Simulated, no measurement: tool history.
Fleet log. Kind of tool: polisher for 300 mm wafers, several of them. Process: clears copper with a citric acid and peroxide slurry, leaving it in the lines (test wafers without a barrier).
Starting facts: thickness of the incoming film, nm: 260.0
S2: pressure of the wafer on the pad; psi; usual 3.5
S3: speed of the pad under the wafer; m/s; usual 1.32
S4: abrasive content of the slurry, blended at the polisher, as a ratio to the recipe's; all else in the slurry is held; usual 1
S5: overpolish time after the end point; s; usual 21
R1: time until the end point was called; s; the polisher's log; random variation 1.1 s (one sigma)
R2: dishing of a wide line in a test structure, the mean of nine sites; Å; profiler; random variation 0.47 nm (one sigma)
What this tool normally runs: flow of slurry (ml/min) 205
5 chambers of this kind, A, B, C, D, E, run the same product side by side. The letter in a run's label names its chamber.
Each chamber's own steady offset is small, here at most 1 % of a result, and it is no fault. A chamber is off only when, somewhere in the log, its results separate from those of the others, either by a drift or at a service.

-- hour=9.4 chamber E: slurry nozzle cleaned
-- hour=9.7 chamber C: head pressure recalibrated
run 1C hour=9.9 | flow_of_slurry_(ml/min)=205 S2=3.5 S3=1.32 S4=1 S5=21 | R1=85.96 R2=420.38
run 2B hour=16.2 | flow_of_slurry_(ml/min)=205 S2=3.5 S3=1.32 S4=1 S5=21 | R1=85.522 R2=422.54
-- hour=24.4 chamber E: worn pad replaced by a new one
run 3A hour=26.2 | flow_of_slurry_(ml/min)=205 S2=3.5 S3=1.32 S4=1 S5=21 | R1=86.07 R2=425.4
-- hour=27.2 chamber C: slurry blender recalibrated
-- hour=29.2 chamber A: worn pad replaced by a new one
run 4E hour=35.6 | flow_of_slurry_(ml/min)=205 S2=3.5 S3=1.32 S4=1 S5=21 | R1=83.769 R2=421.59
-- hour=37.3 chamber D: slurry blender recalibrated
run 5D hour=43.8 | flow_of_slurry_(ml/min)=205 S2=3.5 S3=1.32 S4=1 S5=21 | R1=85.174 R2=418.97
-- hour=50.5 chamber A: slurry blender recalibrated
-- hour=52.2 chamber B: worn pad replaced by a new one
run 6D hour=54.6 | flow_of_slurry_(ml/min)=205 S2=3.5 S3=1.1 S4=1 S5=21 | R1=103.38 R2=360.65
-- hour=58.4 chamber C: slurry nozzle cleaned
run 7C hour=62 | flow_of_slurry_(ml/min)=205 S2=3.5 S3=1.1 S4=1 S5=21 | R1=102.79 R2=361.97
run 8A hour=72.5 | flow_of_slurry_(ml/min)=205 S2=3.5 S3=1.1 S4=1 S5=21 | R1=99.509 R2=364.17
run 9E hour=85.6 | flow_of_slurry_(ml/min)=205 S2=3.5 S3=1.1 S4=1 S5=21 | R1=101.06 R2=365.15
-- hour=94.6 chamber D: worn pad replaced by a new one
run 10B hour=95.1 | flow_of_slurry_(ml/min)=205 S2=3.5 S3=1.1 S4=1 S5=21 | R1=101.03 R2=368.96
run 11D hour=103.7 | flow_of_slurry_(ml/min)=205 S2=3.5 S3=1.32 S4=1 S5=21 | R1=86.959 R2=422.68
run 12B hour=110 | flow_of_slurry_(ml/min)=205 S2=3.5 S3=1.32 S4=1 S5=21 | R1=84.859 R2=427.43
run 13E hour=120.2 | flow_of_slurry_(ml/min)=205 S2=3.5 S3=1.32 S4=1 S5=21 | R1=86.104 R2=417.89
-- hour=122.1 chamber A: slurry nozzle cleaned
run 14A hour=131.1 | flow_of_slurry_(ml/min)=205 S2=3.5 S3=1.32 S4=1 S5=21 | R1=85.204 R2=426.38
run 15C hour=143.1 | flow_of_slurry_(ml/min)=205 S2=3.5 S3=1.32 S4=1 S5=21 | R1=85.424 R2=416.54
run 16C hour=156.3 | flow_of_slurry_(ml/min)=205 S2=3.5 S3=1.32 S4=1 S5=21 | R1=84.934 R2=431.28
-- hour=160 chamber A: slurry blender recalibrated
run 17B hour=164.8 | flow_of_slurry_(ml/min)=205 S2=3.5 S3=1.32 S4=1 S5=21 | R1=83.281 R2=426.57
-- hour=172.3 chamber B: worn pad replaced by a new one
-- hour=174.4 chamber C: worn pad replaced by a new one
run 18E hour=179.3 | flow_of_slurry_(ml/min)=205 S2=3.5 S3=1.32 S4=0.85 S5=14 | R1=88.079 R2=285.15
-- hour=192.3 chamber E: worn pad replaced by a new one
run 19D hour=192.5 | flow_of_slurry_(ml/min)=205 S2=3.5 S3=1.32 S4=0.85 S5=14 | R1=87.023 R2=287.49
run 20A hour=203.7 | flow_of_slurry_(ml/min)=205 S2=3.5 S3=1.32 S4=0.85 S5=14 | R1=88.573 R2=289.5
run 21E hour=211.5 | flow_of_slurry_(ml/min)=205 S2=3.5 S3=1.32 S4=0.85 S5=14 | R1=89.601 R2=292.86
-- hour=221.4 chamber B: slurry blender recalibrated
run 22A hour=223.1 | flow_of_slurry_(ml/min)=205 S2=3.5 S3=1.32 S4=0.85 S5=14 | R1=88.598 R2=291.71
run 23B hour=230.7 | flow_of_slurry_(ml/min)=205 S2=3.5 S3=1.32 S4=1 S5=26 | R1=86.172 R2=502.07
-- hour=235.3 chamber A: worn pad replaced by a new one
-- hour=241 chamber D: worn pad replaced by a new one
run 24D hour=243.7 | flow_of_slurry_(ml/min)=205 S2=3.5 S3=1.32 S4=1 S5=26 | R1=85.715 R2=500.19
run 25C hour=252.4 | flow_of_slurry_(ml/min)=205 S2=3.5 S3=1.32 S4=1 S5=26 | R1=86.247 R2=494.94
-- hour=260.1 chamber D: slurry nozzle cleaned
run 26D hour=260.1 | flow_of_slurry_(ml/min)=205 S2=3.5 S3=1.32 S4=1 S5=26 | R1=87.032 R2=501.84
-- hour=265.1 chamber A: slurry blender recalibrated
run 27B hour=266.7 | flow_of_slurry_(ml/min)=205 S2=3.5 S3=1.32 S4=1 S5=26 | R1=82.286 R2=516.35
run 28E hour=279 | flow_of_slurry_(ml/min)=205 S2=3.5 S3=1.32 S4=1 S5=21 | R1=84.513 R2=417.48
run 29C hour=287.1 | flow_of_slurry_(ml/min)=205 S2=3.5 S3=1.32 S4=1 S5=21 | R1=85.535 R2=412.66
-- hour=287.8 chamber B: worn pad replaced by a new one
run 30A hour=297.9 | flow_of_slurry_(ml/min)=205 S2=3.5 S3=1.32 S4=1 S5=21 | R1=87.178 R2=429.53
run 31C hour=306.1 | flow_of_slurry_(ml/min)=205 S2=3.5 S3=1.32 S4=1 S5=21 | R1=86.576 R2=426.58
-- hour=314.4 chamber D: slurry blender recalibrated
run 32B hour=315.8 | flow_of_slurry_(ml/min)=205 S2=3.5 S3=1.32 S4=1 S5=21 | R1=84.52 R2=416.76
run 33E hour=328 | flow_of_slurry_(ml/min)=205 S2=3.5 S3=1.32 S4=1 S5=21 | R1=85.758 R2=418
run 34D hour=342.3 | flow_of_slurry_(ml/min)=205 S2=3.5 S3=1.32 S4=1 S5=21 | R1=84.922 R2=410.46
-- hour=349.6 chamber C: slurry blender recalibrated
-- hour=354.7 chamber A: slurry blender recalibrated
run 35A hour=356.4 | flow_of_slurry_(ml/min)=205 S2=4.5 S3=1.32 S4=1 S5=26 | R1=66.522 R2=614.22
run 36B hour=369.6 | flow_of_slurry_(ml/min)=205 S2=4.5 S3=1.32 S4=1 S5=26 | R1=65.871 R2=628.41
-- hour=370.3 chamber C: slurry nozzle cleaned
-- hour=373 chamber E: worn pad replaced by a new one
run 37E hour=378.7 | flow_of_slurry_(ml/min)=205 S2=4.5 S3=1.32 S4=1 S5=26 | R1=66.246 R2=610.99
run 38C hour=389.3 | flow_of_slurry_(ml/min)=205 S2=4.5 S3=1.32 S4=1 S5=26 | R1=66.76 R2=627.69
-- hour=398 chamber C: worn pad replaced by a new one
run 39D hour=398.6 | flow_of_slurry_(ml/min)=205 S2=4.5 S3=1.32 S4=1 S5=26 | R1=67.266 R2=608.1
run 40A hour=412 | flow_of_slurry_(ml/min)=205 S2=3.5 S3=1.32 S4=1 S5=21 | R1=85.413 R2=419.84
run 41C hour=421.2 | flow_of_slurry_(ml/min)=205 S2=3.5 S3=1.32 S4=1 S5=21 | R1=84.997 R2=415.45
-- hour=428.3 chamber E: slurry blender recalibrated
run 42E hour=429 | flow_of_slurry_(ml/min)=205 S2=3.5 S3=1.32 S4=1 S5=21 | R1=82.307 R2=420.27

Predict what each chamber gives when all 5 of them run the settings below next.
run 43A hour=439.4 | flow_of_slurry_(ml/min)=205 S2=3.5 S3=1.32 S4=1 S5=21 | R1=? R2=?
run 43B hour=439.4 | flow_of_slurry_(ml/min)=205 S2=3.5 S3=1.32 S4=1 S5=21 | R1=? R2=?
run 43C hour=439.4 | flow_of_slurry_(ml/min)=205 S2=3.5 S3=1.32 S4=1 S5=21 | R1=? R2=?
run 43D hour=439.4 | flow_of_slurry_(ml/min)=205 S2=3.5 S3=1.32 S4=1 S5=21 | R1=? R2=?
run 43E hour=439.4 | flow_of_slurry_(ml/min)=205 S2=3.5 S3=1.32 S4=1 S5=21 | R1=? R2=?

run=43A R1=85.858 R2=419.68
run=43B R1=82.177 R2=423.35
run=43C R1=85.384 R2=416.58
run=43D R1=87.286 R2=413.4
run=43E R1=86.49 R2=424.15
